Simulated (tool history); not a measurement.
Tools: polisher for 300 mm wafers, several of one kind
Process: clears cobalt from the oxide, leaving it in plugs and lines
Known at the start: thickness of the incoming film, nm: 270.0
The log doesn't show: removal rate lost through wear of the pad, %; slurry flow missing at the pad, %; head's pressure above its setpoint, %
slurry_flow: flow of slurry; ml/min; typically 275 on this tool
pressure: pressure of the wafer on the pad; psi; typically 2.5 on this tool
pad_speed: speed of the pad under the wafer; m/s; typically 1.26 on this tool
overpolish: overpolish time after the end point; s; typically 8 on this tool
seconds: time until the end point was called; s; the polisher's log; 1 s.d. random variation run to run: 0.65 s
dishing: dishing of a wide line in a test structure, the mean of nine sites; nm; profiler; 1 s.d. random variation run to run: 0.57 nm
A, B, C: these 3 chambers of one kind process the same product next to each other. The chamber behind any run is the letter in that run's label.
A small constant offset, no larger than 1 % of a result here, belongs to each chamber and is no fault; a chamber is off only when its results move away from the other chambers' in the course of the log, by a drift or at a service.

run,day,slurry_flow,pressure,pad_speed,overpolish,wafers polished on this pad,hours since the slurry nozzle was cleaned,hours since the head pressure was calibrated,seconds,dishing
1B,0.479,275,2.5,1.26,8,882,364.0,640.4,41.795,31.862
2C,0.779,275,2.5,1.26,8,298,48.2,353.8,42.591,30.994
3A,1.075,275,2.5,1.26,8,907,207.6,601.6,40.626,29.672
4A,1.504,275,2.5,1.26,8,1019,217.9,611.9,40.710,30.679
# day 1.692: chamber B: worn pad replaced by a new one
5B,1.971,275,2.5,1.26,8,73,399.8,676.2,41.006,31.937
6C,2.225,275,2.5,1.26,8,677,82.9,388.5,42.733,30.345
7B,2.650,275,2.5,1.26,8,251,416.1,692.5,40.750,29.713
# day 2.738: chamber A: worn pad replaced by a new one
8A,3.100,320,2.5,1.26,8,95,256.2,650.2,40.752,30.320
9C,3.425,320,2.5,1.26,8,991,111.7,417.3,41.543,30.786
# day 3.662: chamber C: worn pad replaced by a new one
10A,3.758,320,2.5,1.26,8,268,272.0,666.0,42.295,30.890
11B,4.004,275,2.5,1.26,8,605,448.6,725.0,41.874,31.585
12C,4.342,310,2.5,1.26,8,178,133.7,439.3,41.698,30.799
13A,4.733,310,2.5,1.26,8,523,295.4,689.4,41.462,31.544
# day 5.029: chamber A: slurry nozzle cleaned
14B,5.058,310,2.5,1.26,8,881,473.9,750.3,41.215,30.657
15C,5.283,195,2.5,1.26,12,424,156.3,461.9,43.758,37.272
16C,5.612,195,2.5,1.26,12,510,164.2,469.8,43.062,35.074
17B,5.842,195,2.5,1.26,12,1086,492.7,769.1,42.227,36.332
# day 6.112: chamber B: worn pad replaced by a new one
18A,6.317,275,2.5,1.26,8,937,31.0,727.4,42.172,31.290
# day 6.554: chamber C: slurry nozzle cleaned
19A,6.667,275,2.5,1.26,8,1029,39.4,735.8,42.239,31.299
20B,6.904,275,2.5,1.26,8,207,518.2,794.6,41.342,30.968
# day 7.283: chamber C: worn pad replaced by a new one
# day 7.288: chamber C: head pressure recalibrated
21C,7.412,275,2.5,1.26,8,34,20.6,3.1,43.296,30.933
22A,7.683,275,2.5,1.26,8,1295,63.8,760.2,41.640,31.092
23C,8.142,350,3.4,1.26,8,225,38.1,20.6,30.216,37.010
# day 8.179: chamber A: worn pad replaced by a new one
24B,8.417,350,3.4,1.26,8,603,554.5,830.9,29.674,35.709
25C,8.646,350,3.4,1.26,8,357,50.2,32.7,30.333,37.124
26A,9.042,275,2.5,1.26,8,226,96.4,792.8,42.760,30.358
27B,9.379,275,2.5,1.26,8,854,577.6,854.0,41.703,30.469
28B,9.700,275,2.5,1.26,8,938,585.3,861.7,42.721,30.297
29A,10.138,275,2.5,1.26,8,513,122.7,819.1,41.827,30.099
# day 10.479: chamber A: head pressure recalibrated
30C,10.646,275,2.5,1.26,8,880,98.2,80.7,40.670,30.214
31B,11.000,275,2.8,1.26,8,1279,616.5,892.9,37.510,32.207
# day 11.196: chamber B: worn pad replaced by a new one
32C,11.288,275,2.8,1.26,8,1048,113.6,96.1,37.819,32.710
33A,11.538,275,2.8,1.26,8,879,156.3,25.5,37.102,32.535
34A,11.900,275,2.5,1.26,8,974,165.0,34.2,40.820,30.071
# day 12.142: chamber C: worn pad replaced by a new one
35B,12.154,275,2.5,1.26,8,251,644.2,920.6,41.979,30.601
36C,12.483,275,2.5,1.26,8,89,142.3,124.8,41.817,30.656

Next, every chamber runs the same settings. What will each give?
37A,12.850,275,1.8,1.26,8,,,,?,?
37B,12.850,275,1.8,1.26,8,,,,?,?
37C,12.850,275,1.8,1.26,8,,,,?,?

run,seconds,dishing
37A,59.351,25.152
37B,58.003,26.028
37C,58.515,25.704
